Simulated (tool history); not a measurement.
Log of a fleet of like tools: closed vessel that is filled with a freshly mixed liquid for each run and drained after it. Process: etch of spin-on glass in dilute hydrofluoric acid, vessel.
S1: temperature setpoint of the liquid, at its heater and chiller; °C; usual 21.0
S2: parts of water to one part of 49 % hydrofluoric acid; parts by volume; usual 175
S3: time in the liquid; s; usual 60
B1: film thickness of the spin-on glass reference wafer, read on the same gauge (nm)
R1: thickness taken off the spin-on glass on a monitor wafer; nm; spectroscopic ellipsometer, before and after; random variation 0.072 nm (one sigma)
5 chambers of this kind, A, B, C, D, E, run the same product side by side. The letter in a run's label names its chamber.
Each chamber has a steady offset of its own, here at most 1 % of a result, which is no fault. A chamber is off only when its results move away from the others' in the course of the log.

run,hour,S1,S2,S3,B1,R1
1E,3.8,21.0,175,60,89.989,8.8792
2D,10.9,21.0,175,60,89.987,8.9232
3A,14.8,21.0,175,60,90.010,8.9542
4B,20.5,21.0,175,60,90.009,8.8505
5C,28.7,21.0,175,60,89.956,8.8411
6C,32.9,21.0,175,60,90.014,8.9362
7B,36.7,21.0,175,60,89.980,8.9453
8D,44.2,23.0,175,60,90.003,9.6337
9A,50.4,23.0,175,60,89.968,9.5703
10E,56.0,23.0,175,60,90.029,9.6300
11D,60.5,23.0,175,60,90.008,9.7933
12C,68.0,23.0,175,60,90.025,9.4421
13B,74.9,25.5,175,45,89.999,8.0497
14E,79.7,25.5,175,45,89.999,7.8824
15A,84.8,25.5,175,45,90.033,8.0066
# hour 88.2: chamber C: hydrofluoric acid flow meter replaced
16B,90.6,25.5,175,45,89.990,7.9557
17D,96.6,25.5,175,45,89.994,7.9017
18C,104.2,21.0,175,60,89.990,8.9286
19A,109.5,21.0,175,60,89.992,8.9571
20E,116.1,21.0,175,90,90.004,13.4670
21A,121.0,21.0,175,90,89.999,13.3530
22C,126.1,21.0,175,90,90.019,13.4620
23E,131.7,21.0,175,90,90.012,13.5270
24D,138.8,21.0,175,90,89.973,12.9400
25B,146.1,21.0,175,60,90.008,8.9279
26A,153.5,21.0,175,60,89.985,8.8885
27E,157.2,21.0,175,60,89.986,9.0180
28B,165.2,21.0,125,60,89.962,13.1600
29C,173.4,21.0,125,60,90.009,13.3010
30D,177.1,21.0,125,60,90.021,12.5530
31A,184.7,21.0,125,60,89.988,13.2200
32D,189.3,21.0,125,60,90.000,12.6500
33B,194.4,21.0,175,60,90.038,8.8302
34E,199.2,21.0,175,60,89.995,9.0346
35C,205.1,24.5,175,60,90.005,10.0520
# hour 210.0: chamber B: hydrofluoric acid flow meter replaced
36B,210.5,24.5,175,60,89.978,10.2910
37E,217.9,24.5,175,60,90.008,10.1720
38A,223.6,24.5,175,60,89.985,10.2270
39D,231.0,24.5,175,60,89.974,9.4155

Next, every chamber runs the same settings. What will each give?
40A,237.0,21.0,175,75,,?
40B,237.0,21.0,175,75,,?
40C,237.0,21.0,175,75,,?
40D,237.0,21.0,175,75,,?
40E,237.0,21.0,175,75,,?

run,R1
40A,11.1600
40B,11.3450
40C,11.1980
40D,10.2530
40E,11.2270
